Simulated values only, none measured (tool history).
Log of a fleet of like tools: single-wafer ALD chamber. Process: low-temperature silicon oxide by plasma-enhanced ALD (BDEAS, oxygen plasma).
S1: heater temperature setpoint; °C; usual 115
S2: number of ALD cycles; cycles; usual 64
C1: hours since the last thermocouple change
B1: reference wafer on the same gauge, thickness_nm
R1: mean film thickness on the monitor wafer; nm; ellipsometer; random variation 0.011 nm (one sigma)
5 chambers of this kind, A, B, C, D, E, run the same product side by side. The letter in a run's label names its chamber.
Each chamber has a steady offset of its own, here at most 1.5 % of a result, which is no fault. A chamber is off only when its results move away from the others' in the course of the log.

run,hour,S1,S2,C1,B1,R1
1D,7.4,115,64,1842.6,7.9589,8.9884
2A,10.8,115,64,897.7,7.9563,8.8285
3C,17.7,115,64,2954.5,7.9532,8.9467
4E,22.1,115,64,1392.9,7.9560,8.9158
5B,28.9,115,64,1267.0,7.9497,8.9215
6E,33.6,115,64,1404.4,7.9524,8.9130
# hour 38.0: chamber D: thermocouple changed; heater temperature recalibrated
7C,40.4,115,64,2977.2,7.9515,8.9469
8B,44.9,115,76,1283.0,7.9487,10.5810
9A,49.5,115,76,936.4,7.9488,10.4710
10D,54.4,115,76,16.4,7.9474,10.6910
11A,59.9,115,76,946.8,7.9482,10.4950
12B,64.8,115,76,1302.9,7.9449,10.5480
13E,68.8,115,56,1439.6,7.9436,7.7980
14C,73.7,115,56,3010.5,7.9435,7.8171
15D,81.1,115,56,43.1,7.9402,7.8643
16B,84.5,115,56,1322.6,7.9401,7.7698
17E,90.6,115,56,1461.4,7.9391,7.7726
18C,96.2,121,71,3033.0,7.9392,9.7993
19D,101.5,121,71,63.5,7.9357,9.8633
20A,104.9,121,71,991.8,7.9344,9.6732
21A,109.4,121,71,996.3,7.9319,9.6667
22D,114.2,121,71,76.2,7.9352,9.8638
23B,120.9,115,64,1359.0,7.9305,8.8796
24E,125.7,115,64,1496.5,7.9289,8.8955
25C,131.3,115,64,3068.1,7.9283,8.9319
26C,136.8,115,64,3073.6,7.9264,8.9289
27E,142.6,115,64,1513.4,7.9248,8.8842
28A,150.0,115,64,1036.9,7.9227,8.8011
29B,153.7,124,57,1391.8,7.9206,7.7873
30D,158.2,124,57,120.2,7.9238,7.8764
31D,163.8,124,57,125.8,7.9188,7.8496

All 5 chambers run these settings next. Forecast each chamber's results:
32A,169.2,115,71,,,?
32B,169.2,115,71,,,?
32C,169.2,115,71,,,?
32D,169.2,115,71,,,?
32E,169.2,115,71,,,?

run,R1
32A,9.7386
32B,9.8521
32C,9.8859
32D,9.9467
32E,9.8447
